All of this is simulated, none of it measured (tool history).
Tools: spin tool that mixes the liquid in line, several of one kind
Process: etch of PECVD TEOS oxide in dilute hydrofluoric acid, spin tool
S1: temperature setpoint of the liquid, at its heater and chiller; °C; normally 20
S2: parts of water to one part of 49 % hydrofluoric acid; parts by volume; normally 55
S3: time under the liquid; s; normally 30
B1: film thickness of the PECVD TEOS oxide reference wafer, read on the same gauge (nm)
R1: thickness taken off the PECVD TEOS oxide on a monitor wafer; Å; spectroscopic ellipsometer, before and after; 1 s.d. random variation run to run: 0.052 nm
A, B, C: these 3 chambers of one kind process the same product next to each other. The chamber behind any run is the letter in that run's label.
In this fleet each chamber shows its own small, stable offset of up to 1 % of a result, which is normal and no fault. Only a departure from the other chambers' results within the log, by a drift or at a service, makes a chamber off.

{"run": "1A", "hour": 11.2, "S1": 20, "S2": 55, "S3": 30, "B1": 99.978, "R1": 66.155}
{"run": "2B", "hour": 17.0, "S1": 20, "S2": 55, "S3": 30, "B1": 99.993, "R1": 66.812}
{"run": "3C", "hour": 25.2, "S1": 20, "S2": 55, "S3": 30, "B1": 99.988, "R1": 66.858}
{"run": "4A", "hour": 36.9, "S1": 20, "S2": 55, "S3": 30, "B1": 100.01, "R1": 66.053}
{"run": "5B", "hour": 49.4, "S1": 20, "S2": 55, "S3": 30, "B1": 99.991, "R1": 65.439}
{"hour": 53.3, "done": "chamber C: hydrofluoric acid flow meter replaced"}
{"run": "6C", "hour": 60.5, "S1": 20, "S2": 55, "S3": 30, "B1": 99.964, "R1": 66.247}
{"run": "7B", "hour": 72.3, "S1": 20, "S2": 70, "S3": 40, "B1": 99.986, "R1": 68.01}
{"run": "8C", "hour": 79.6, "S1": 20, "S2": 70, "S3": 40, "B1": 100.02, "R1": 69.006}
{"run": "9A", "hour": 88.7, "S1": 20, "S2": 70, "S3": 40, "B1": 99.996, "R1": 67.975}
{"run": "10A", "hour": 100.4, "S1": 20, "S2": 55, "S3": 30, "B1": 100.03, "R1": 65.441}
{"run": "11C", "hour": 110.2, "S1": 20, "S2": 55, "S3": 30, "B1": 100.03, "R1": 66.582}
{"run": "12B", "hour": 116.8, "S1": 20, "S2": 55, "S3": 30, "B1": 99.974, "R1": 67.62}
{"run": "13C", "hour": 126.6, "S1": 20, "S2": 55, "S3": 30, "B1": 99.984, "R1": 65.087}
{"run": "14B", "hour": 132.7, "S1": 20, "S2": 55, "S3": 30, "B1": 99.997, "R1": 66.968}
{"run": "15A", "hour": 140.1, "S1": 20, "S2": 55, "S3": 30, "B1": 99.994, "R1": 65.44}
{"run": "16C", "hour": 150.9, "S1": 20, "S2": 55, "S3": 30, "B1": 100.01, "R1": 66.968}
{"run": "17A", "hour": 161.5, "S1": 20, "S2": 55, "S3": 30, "B1": 99.964, "R1": 65.473}
{"run": "18B", "hour": 173.5, "S1": 20, "S2": 55, "S3": 30, "B1": 99.975, "R1": 67.942}
{"run": "19B", "hour": 180.9, "S1": 20, "S2": 55, "S3": 30, "B1": 99.998, "R1": 68.357}
{"run": "20C", "hour": 191.4, "S1": 20, "S2": 55, "S3": 30, "B1": 100.05, "R1": 66.312}
{"run": "21A", "hour": 202.5, "S1": 20, "S2": 55, "S3": 30, "B1": 100.01, "R1": 65.936}
{"run": "22C", "hour": 209.9, "S1": 23, "S2": 35, "S3": 30, "B1": 99.978, "R1": 119.49}
{"run": "23B", "hour": 216.9, "S1": 23, "S2": 35, "S3": 30, "B1": 99.996, "R1": 125.46}
{"run": "24A", "hour": 225.3, "S1": 23, "S2": 35, "S3": 30, "B1": 99.961, "R1": 119.07}
{"run": "25B", "hour": 237.1, "S1": 20, "S2": 55, "S3": 20, "B1": 99.97, "R1": 46.452}
{"run": "26C", "hour": 248.9, "S1": 20, "S2": 55, "S3": 20, "B1": 99.954, "R1": 44.55}
{"run": "27A", "hour": 260.8, "S1": 20, "S2": 55, "S3": 20, "B1": 99.973, "R1": 44.512}
{"run": "28C", "hour": 273.2, "S1": 20, "S2": 55, "S3": 30, "B1": 99.984, "R1": 66.59}
{"run": "29A", "hour": 285.6, "S1": 21.5, "S2": 55, "S3": 30, "B1": 99.999, "R1": 70.65}
{"run": "30B", "hour": 293.8, "S1": 21.5, "S2": 55, "S3": 30, "B1": 100.01, "R1": 75.424}
{"run": "31A", "hour": 306.6, "S1": 21.5, "S2": 55, "S3": 30, "B1": 100.02, "R1": 69.357}
{"run": "32C", "hour": 313.4, "S1": 20, "S2": 55, "S3": 30, "B1": 99.958, "R1": 65.466}
{"run": "33B", "hour": 324.5, "S1": 20, "S2": 55, "S3": 30, "B1": 99.996, "R1": 71.063}
{"run": "34B", "hour": 336.6, "S1": 20, "S2": 55, "S3": 30, "B1": 100.01, "R1": 71.344}
{"run": "35A", "hour": 344.5, "S1": 20, "S2": 55, "S3": 30, "B1": 100.01, "R1": 66.041}
{"run": "36C", "hour": 357.7, "S1": 20, "S2": 75, "S3": 30, "B1": 100.04, "R1": 47.804}
{"run": "37A", "hour": 368.0, "S1": 20, "S2": 75, "S3": 30, "B1": 100.01, "R1": 47.459}
{"run": "38B", "hour": 377.5, "S1": 20, "S2": 75, "S3": 30, "B1": 99.986, "R1": 51.367}
{"run": "39C", "hour": 384.4, "S1": 24.5, "S2": 30, "S3": 30, "B1": 100.02, "R1": 149.48}
{"run": "40A", "hour": 397.6, "S1": 24.5, "S2": 30, "S3": 30, "B1": 100.02, "R1": 150.04}
{"run": "41C", "hour": 404.8, "S1": 24.5, "S2": 30, "S3": 30, "B1": 100.04, "R1": 149.04}
{"run": "42B", "hour": 410.8, "S1": 20, "S2": 55, "S3": 30, "B1": 99.979, "R1": 72.972}
{"run": "43C", "hour": 421.5, "S1": 20, "S2": 55, "S3": 30, "B1": 99.992, "R1": 66.702}
{"run": "44B", "hour": 428.2, "S1": 20, "S2": 55, "S3": 30, "B1": 100, "R1": 73.626}

Does one chamber stand apart from the rest, does the shared gauge drift, or is all well apart from small per-chamber offsets? Give the chamber and the most likely cause, where there is one.

Little by little, chamber B moves away from the other chambers.
Likeliest cause: liquid hotter than its thermometer reads (K) = 2.17.
With only this log, it may be confused with: hydrofluoric acid flow above the setpoint (%).

Chamber B could run next with any of the 4 candidate recipes listed below; each alters the usual settings, and their results appear as question marks. Which one brings its results back in line with what the other chambers deliver on the usual settings?
To be in line, a result may differ from the other chambers' mean on the usual settings by at most: R1 1.9 Å
{"run": "45B-1", "hour": 437.7, "S1": 19, "S2": 55, "S3": 30, "R1": "?"}
{"run": "45B-2", "hour": 437.7, "S1": 20, "S2": 50, "S3": 30, "R1": "?"}
{"run": "45B-3", "hour": 437.7, "S1": 21, "S2": 55, "S3": 30, "R1": "?"}
{"run": "45B-4", "hour": 437.7, "S1": 20, "S2": 60, "S3": 30, "R1": "?"}

On the usual settings, the other chambers give on average: R1 66.382 Å
run=45B-1 R1=70.182
run=45B-2 R1=81.013
run=45B-3 R1=76.367
run=45B-4 R1=66.703
The answer is 45B-4, which returns the chamber to within the allowed miss of the others.
